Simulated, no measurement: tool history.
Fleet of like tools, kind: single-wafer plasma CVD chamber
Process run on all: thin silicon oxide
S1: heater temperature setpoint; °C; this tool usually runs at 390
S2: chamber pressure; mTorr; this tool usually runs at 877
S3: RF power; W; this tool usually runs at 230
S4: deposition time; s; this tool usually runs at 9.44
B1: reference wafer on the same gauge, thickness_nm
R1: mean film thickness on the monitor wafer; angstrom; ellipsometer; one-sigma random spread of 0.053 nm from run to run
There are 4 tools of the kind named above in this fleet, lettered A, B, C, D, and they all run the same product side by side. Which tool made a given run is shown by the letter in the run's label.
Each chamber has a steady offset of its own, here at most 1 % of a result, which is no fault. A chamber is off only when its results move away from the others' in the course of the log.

Run 1D, hour 4.3: usual settings; B1 18.711. Result: R1 170.90 angstrom.
Run 2C, hour 10.5: usual settings; B1 18.708. Result: R1 168.55 angstrom.
At hour 15.6: chamber B: capacitance manometer re-zeroed and calibrated.
Run 3A, hour 15.7: usual settings; B1 18.705. Result: R1 168.55 angstrom.
Run 4B, hour 20.8: usual settings; B1 18.716. Result: R1 168.27 angstrom.
Run 5C, hour 26.3: usual settings; B1 18.704. Result: R1 168.94 angstrom.
Run 6D, hour 32.4: usual settings but S2 975 mTorr; B1 18.699. Result: R1 186.70 angstrom.
Run 7B, hour 35.9: usual settings but S2 975 mTorr; B1 18.701. Result: R1 183.05 angstrom.
Run 8A, hour 41.0: usual settings but S2 975 mTorr; B1 18.694. Result: R1 183.60 angstrom.
Run 9B, hour 44.7: usual settings but S2 975 mTorr; B1 18.699. Result: R1 183.73 angstrom.
Run 10C, hour 48.6: usual settings; B1 18.704. Result: R1 168.88 angstrom.
Run 11A, hour 53.7: usual settings; B1 18.694. Result: R1 167.09 angstrom.
Run 12D, hour 59.8: usual settings; B1 18.692. Result: R1 171.03 angstrom.
Run 13A, hour 62.9: usual settings but S3 250 W, S4 8.12 s; B1 18.704. Result: R1 149.83 angstrom.
Run 14B, hour 67.0: usual settings but S3 250 W, S4 8.12 s; B1 18.699. Result: R1 149.61 angstrom.
Run 15C, hour 71.1: usual settings but S3 250 W, S4 8.12 s; B1 18.699. Result: R1 149.99 angstrom.
Run 16D, hour 76.1: usual settings but S3 250 W, S4 8.12 s; B1 18.713. Result: R1 151.60 angstrom.
Run 17D, hour 79.0: usual settings; B1 18.694. Result: R1 170.45 angstrom.
Run 18C, hour 82.5: usual settings but S3 265 W; B1 18.699. Result: R1 177.21 angstrom.
Run 19A, hour 88.6: usual settings but S3 265 W; B1 18.694. Result: R1 179.05 angstrom.
Run 20B, hour 94.3: usual settings but S3 265 W; B1 18.700. Result: R1 179.05 angstrom.
Run 21A, hour 100.0: usual settings but S3 265 W; B1 18.697. Result: R1 179.45 angstrom.
Run 22C, hour 105.3: usual settings; B1 18.700. Result: R1 164.94 angstrom.
Run 23B, hour 111.4: usual settings; B1 18.693. Result: R1 168.61 angstrom.
Run 24D, hour 117.6: usual settings but S1 396 °C; B1 18.706. Result: R1 168.38 angstrom.
Run 25C, hour 124.0: usual settings but S1 396 °C; B1 18.709. Result: R1 162.82 angstrom.
Run 26B, hour 128.0: usual settings but S1 396 °C; B1 18.699. Result: R1 167.30 angstrom.

Each of the 4 chambers runs these same settings next. Fill in every chamber's results:
Run 27A, hour 132.6: usual settings. Result: R1 ?.
Run 27B, hour 132.6: usual settings. Result: R1 ?.
Run 27C, hour 132.6: usual settings. Result: R1 ?.
Run 27D, hour 132.6: usual settings. Result: R1 ?.

run      R1
27A  167.56
27B  167.24
27C  163.33
27D  169.19
